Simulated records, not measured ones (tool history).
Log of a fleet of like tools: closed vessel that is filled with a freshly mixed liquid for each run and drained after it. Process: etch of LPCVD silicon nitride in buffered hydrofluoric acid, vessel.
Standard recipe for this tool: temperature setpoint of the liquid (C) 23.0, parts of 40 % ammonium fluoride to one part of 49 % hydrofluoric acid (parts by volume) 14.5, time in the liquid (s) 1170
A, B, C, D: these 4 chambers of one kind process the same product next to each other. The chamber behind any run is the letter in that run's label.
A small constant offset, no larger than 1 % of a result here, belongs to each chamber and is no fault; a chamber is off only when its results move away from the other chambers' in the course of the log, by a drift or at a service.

run   hour  temperature setpoint of the liquid (C)  parts of 40 % ammonium fluoride to one part of 49 % hydrofluoric acid (parts by volume)  time in the liquid (s)  read-back film thickness of the LPCVD silicon nitride reference wafer, read on the same gauge (nm)  thickness taken off the LPCVD silicon nitride on a monitor wafer (Å)
 1A   12.1                                    23.0                                                                                     14.5                    1170                                                                                              139.99                                                               108.710
 2D   20.8                                    23.0                                                                                     14.5                    1170                                                                                              139.98                                                               107.950
 3B   29.9                                    23.0                                                                                     14.5                    1170                                                                                              140.01                                                               106.540
 4C   38.3                                    23.0                                                                                     14.5                    1170                                                                                              139.99                                                               107.360
 5B   50.8                                    24.5                                                                                     14.5                    1170                                                                                              140.01                                                               116.790
 6A   56.3                                    24.5                                                                                     14.5                    1170                                                                                              140.00                                                               117.690
 7C   62.7                                    24.5                                                                                     14.5                    1170                                                                                              139.97                                                               115.740
 8D   69.2                                    24.5                                                                                     14.5                    1170                                                                                              140.01                                                               116.930
 9B   81.5                                    23.0                                                                                     14.5                    1170                                                                                              139.99                                                               107.230
10A   92.6                                    23.0                                                                                     14.5                    1170                                                                                              140.00                                                               107.920
11D  101.0                                    23.0                                                                                     14.5                    1170                                                                                              140.01                                                               105.450
12C  110.5                                    23.0                                                                                     14.5                    1170                                                                                              139.99                                                               107.240
13A  119.8                                    23.0                                                                                     16.5                    1170                                                                                              140.00                                                                96.069
14D  126.0                                    23.0                                                                                     16.5                    1170                                                                                              140.00                                                                92.465
15C  132.4                                    23.0                                                                                     16.5                    1170                                                                                              139.98                                                                94.479
16B  144.6                                    23.0                                                                                     16.5                    1170                                                                                              140.01                                                                93.776
17D  153.6                                    23.0                                                                                     14.5                    1170                                                                                              140.02                                                               104.100
     156.9  -- chamber A: thermometer replaced
18C  160.8                                    23.0                                                                                     14.5                    1170                                                                                              140.01                                                               106.220
19A  169.6                                    27.5                                                                                     14.5                    1170                                                                                              139.98                                                               137.880
20B  181.2                                    27.5                                                                                     14.5                    1170                                                                                              139.99                                                               135.400
21B  192.6                                    27.5                                                                                     14.5                    1170                                                                                              140.02                                                               137.430
22D  198.3                                    27.5                                                                                     14.5                    1170                                                                                              140.00                                                               129.300
23A  203.7                                    23.0                                                                                     14.5                    1170                                                                                              140.00                                                               108.710
     207.6  -- chamber B: thermometer replaced
24C  211.5                                    23.0                                                                                     14.5                    1170                                                                                              140.02                                                               107.050
25C  217.9                                    23.0                                                                                     14.5                    1170                                                                                              139.99                                                               106.380
26A  226.6                                    23.0                                                                                     14.5                    1170                                                                                              139.99                                                               108.320
27B  232.2                                    23.0                                                                                     14.5                    1170                                                                                              139.99                                                               107.770

Predict what each chamber gives when all 4 of them run the settings below next.
28A  241.2                                    23.0                                                                                     14.5                    1170                                                                                                                                                                         ?
28B  241.2                                    23.0                                                                                     14.5                    1170                                                                                                                                                                         ?
28C  241.2                                    23.0                                                                                     14.5                    1170                                                                                                                                                                         ?
28D  241.2                                    23.0                                                                                     14.5                    1170                                                                                                                                                                         ?

run  thickness taken off the LPCVD silicon nitride on a monitor wafer (Å)
28A                                                               108.410
28B                                                               107.360
28C                                                               106.670
28D                                                               101.140
